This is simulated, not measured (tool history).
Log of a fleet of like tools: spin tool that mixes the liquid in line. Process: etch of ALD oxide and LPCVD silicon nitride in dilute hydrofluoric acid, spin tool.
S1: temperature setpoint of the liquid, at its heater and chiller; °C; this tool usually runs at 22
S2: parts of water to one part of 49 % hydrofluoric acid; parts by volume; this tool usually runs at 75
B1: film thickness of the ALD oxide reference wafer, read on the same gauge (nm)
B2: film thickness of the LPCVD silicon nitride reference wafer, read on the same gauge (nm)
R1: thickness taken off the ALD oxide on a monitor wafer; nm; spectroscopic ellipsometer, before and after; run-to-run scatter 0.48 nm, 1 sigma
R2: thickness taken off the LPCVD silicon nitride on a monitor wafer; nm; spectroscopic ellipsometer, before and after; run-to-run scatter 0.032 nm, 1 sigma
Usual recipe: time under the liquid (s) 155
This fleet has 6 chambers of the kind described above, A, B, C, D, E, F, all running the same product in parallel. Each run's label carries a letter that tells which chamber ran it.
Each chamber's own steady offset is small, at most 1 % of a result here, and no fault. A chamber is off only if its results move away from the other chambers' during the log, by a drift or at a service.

{"run": "1B", "day": 0.608, "S1": 22, "S2": 75, "time under the liquid (s)": 155, "B1": 29.999, "B2": 90.012, "R1": 50.4, "R2": 0.90753}
{"run": "2F", "day": 0.988, "S1": 22, "S2": 75, "time under the liquid (s)": 155, "B1": 29.999, "B2": 89.992, "R1": 51.024, "R2": 0.91886}
{"run": "3D", "day": 1.258, "S1": 22, "S2": 75, "time under the liquid (s)": 155, "B1": 29.989, "B2": 89.988, "R1": 50.641, "R2": 0.91649}
{"run": "4C", "day": 1.721, "S1": 22, "S2": 75, "time under the liquid (s)": 155, "B1": 29.999, "B2": 90.037, "R1": 50.505, "R2": 0.92836}
{"run": "5A", "day": 2.258, "S1": 19, "S2": 75, "time under the liquid (s)": 110, "B1": 29.995, "B2": 90.067, "R1": 31.933, "R2": 0.5557}
{"run": "6E", "day": 2.65, "S1": 19, "S2": 75, "time under the liquid (s)": 110, "B1": 30.005, "B2": 90.015, "R1": 31.331, "R2": 0.4989}
{"run": "7B", "day": 2.954, "S1": 19, "S2": 75, "time under the liquid (s)": 110, "B1": 30.004, "B2": 90.038, "R1": 31.715, "R2": 0.51139}
{"run": "8C", "day": 3.579, "S1": 19, "S2": 75, "time under the liquid (s)": 110, "B1": 30.001, "B2": 90.006, "R1": 31.814, "R2": 0.53828}
{"day": 3.812, "done": "chamber E: hydrofluoric acid flow meter replaced"}
{"run": "9A", "day": 4.167, "S1": 19, "S2": 75, "time under the liquid (s)": 110, "B1": 30.016, "B2": 90.043, "R1": 31.854, "R2": 0.53279}
{"run": "10E", "day": 4.7, "S1": 19, "S2": 75, "time under the liquid (s)": 110, "B1": 30.01, "B2": 90.025, "R1": 31.143, "R2": 0.52667}
{"run": "11D", "day": 5.025, "S1": 22, "S2": 75, "time under the liquid (s)": 155, "B1": 29.984, "B2": 90.017, "R1": 50.919, "R2": 0.9163}
{"run": "12F", "day": 5.425, "S1": 22, "S2": 75, "time under the liquid (s)": 155, "B1": 30.033, "B2": 89.995, "R1": 50.948, "R2": 0.93017}
{"run": "13A", "day": 6.038, "S1": 22, "S2": 75, "time under the liquid (s)": 155, "B1": 29.994, "B2": 89.976, "R1": 50.217, "R2": 0.90377}
{"run": "14C", "day": 6.388, "S1": 22, "S2": 75, "time under the liquid (s)": 155, "B1": 30.013, "B2": 89.988, "R1": 51.08, "R2": 0.86715}
{"day": 6.517, "done": "chamber B: thermometer replaced"}
{"run": "15D", "day": 6.846, "S1": 22, "S2": 75, "time under the liquid (s)": 155, "B1": 29.999, "B2": 90.021, "R1": 51.334, "R2": 0.92104}
{"run": "16F", "day": 7.288, "S1": 22, "S2": 75, "time under the liquid (s)": 155, "B1": 30.014, "B2": 90.014, "R1": 51.241, "R2": 0.90452}
{"day": 7.612, "done": "chamber F: hydrofluoric acid flow meter replaced"}
{"run": "17E", "day": 7.629, "S1": 22, "S2": 75, "time under the liquid (s)": 155, "B1": 29.97, "B2": 89.979, "R1": 49.642, "R2": 0.90094}
{"run": "18B", "day": 8.238, "S1": 22, "S2": 75, "time under the liquid (s)": 155, "B1": 29.993, "B2": 90.018, "R1": 49.208, "R2": 0.86764}
{"run": "19A", "day": 8.546, "S1": 22, "S2": 75, "time under the liquid (s)": 155, "B1": 30.006, "B2": 89.962, "R1": 50.124, "R2": 0.91446}
{"run": "20E", "day": 9.033, "S1": 22, "S2": 75, "time under the liquid (s)": 155, "B1": 29.973, "B2": 90.014, "R1": 50.644, "R2": 0.89515}
{"run": "21C", "day": 9.367, "S1": 22, "S2": 75, "time under the liquid (s)": 155, "B1": 30.008, "B2": 89.977, "R1": 50.307, "R2": 0.89604}
{"run": "22F", "day": 9.783, "S1": 22, "S2": 75, "time under the liquid (s)": 155, "B1": 29.988, "B2": 89.967, "R1": 50.289, "R2": 0.89222}
{"run": "23D", "day": 10.375, "S1": 22, "S2": 75, "time under the liquid (s)": 155, "B1": 30.002, "B2": 89.999, "R1": 50.756, "R2": 0.89363}
{"run": "24B", "day": 10.767, "S1": 22, "S2": 75, "time under the liquid (s)": 245, "B1": 29.993, "B2": 90.019, "R1": 74.766, "R2": 1.3367}
{"run": "25E", "day": 11.329, "S1": 22, "S2": 75, "time under the liquid (s)": 245, "B1": 29.985, "B2": 89.983, "R1": 80.858, "R2": 1.492}
{"run": "26D", "day": 11.921, "S1": 22, "S2": 75, "time under the liquid (s)": 245, "B1": 29.995, "B2": 89.966, "R1": 80.224, "R2": 1.3646}
{"run": "27C", "day": 12.45, "S1": 22, "S2": 75, "time under the liquid (s)": 245, "B1": 29.997, "B2": 89.983, "R1": 78.696, "R2": 1.5319}
{"run": "28B", "day": 12.804, "S1": 22, "S2": 75, "time under the liquid (s)": 245, "B1": 30.005, "B2": 89.992, "R1": 74.192, "R2": 1.3464}
{"run": "29F", "day": 13.217, "S1": 22, "S2": 75, "time under the liquid (s)": 245, "B1": 29.989, "B2": 90.009, "R1": 80.641, "R2": 1.4747}
{"day": 13.442, "done": "chamber A: thermometer replaced"}
{"run": "30A", "day": 13.654, "S1": 22, "S2": 75, "time under the liquid (s)": 155, "B1": 29.999, "B2": 90.034, "R1": 50.448, "R2": 0.94174}
{"run": "31D", "day": 14.117, "S1": 22, "S2": 75, "time under the liquid (s)": 155, "B1": 30.006, "B2": 90.038, "R1": 50.347, "R2": 0.87661}
{"run": "32B", "day": 14.408, "S1": 22, "S2": 75, "time under the liquid (s)": 155, "B1": 29.993, "B2": 89.984, "R1": 46.781, "R2": 0.86237}
{"run": "33A", "day": 14.804, "S1": 22, "S2": 75, "time under the liquid (s)": 155, "B1": 30.005, "B2": 89.996, "R1": 50.678, "R2": 0.8929}
{"run": "34F", "day": 15.412, "S1": 22, "S2": 75, "time under the liquid (s)": 155, "B1": 29.979, "B2": 89.987, "R1": 50.754, "R2": 0.86985}
{"run": "35C", "day": 15.912, "S1": 22, "S2": 75, "time under the liquid (s)": 155, "B1": 30.017, "B2": 90.035, "R1": 50.74, "R2": 0.87018}
{"run": "36E", "day": 16.246, "S1": 22, "S2": 75, "time under the liquid (s)": 155, "B1": 30.001, "B2": 90.029, "R1": 50.519, "R2": 0.92662}
{"run": "37F", "day": 16.517, "S1": 22, "S2": 75, "time under the liquid (s)": 155, "B1": 29.983, "B2": 89.999, "R1": 50.807, "R2": 0.8552}
{"run": "38A", "day": 16.829, "S1": 22, "S2": 75, "time under the liquid (s)": 155, "B1": 30, "B2": 90.01, "R1": 50.956, "R2": 0.94562}
{"run": "39B", "day": 17.425, "S1": 22, "S2": 75, "time under the liquid (s)": 155, "B1": 30.005, "B2": 90.022, "R1": 46.058, "R2": 0.82467}

Decide between three cases: one chamber stands off from its peers, the gauge reading all wafers drifts, or nothing is wrong past each chamber's small offset. Where a chamber is off, say which and what most likely put it there.

It is chamber B that slowly wanders off from its peers.
What lies behind it: hydrofluoric acid flow below the setpoint (%) = 10.1.

Below are 4 candidate recipes for chamber B's next run, each the usual settings with a change, their results shown as question marks. Which of them brings B's results back in line with what the other chambers give on the usual settings?
In-line tolerance around the mean of the other chambers on the usual settings: R1 1.7 nm; R2 0.11 nm
{"run": "40B-1", "day": 17.875, "S1": 21.5, "S2": 70, "time under the liquid (s)": 165, "R1": "?", "R2": "?"}
{"run": "40B-2", "day": 17.875, "S1": 22, "S2": 75, "time under the liquid (s)": 160, "R1": "?", "R2": "?"}
{"run": "40B-3", "day": 17.875, "S1": 22, "S2": 75, "time under the liquid (s)": 150, "R1": "?", "R2": "?"}
{"run": "40B-4", "day": 17.875, "S1": 22.5, "S2": 80, "time under the liquid (s)": 145, "R1": "?", "R2": "?"}

The other chambers' mean on the usual settings: R1 50.543 nm; R2 0.90231 nm
run=40B-1 R1=50.659 R2=0.90075
run=40B-2 R1=46.469 R2=0.84389
run=40B-3 R1=43.564 R2=0.79115
run=40B-4 R1=40.006 R2=0.74189
40B-1 puts the chamber back in line with the other chambers.
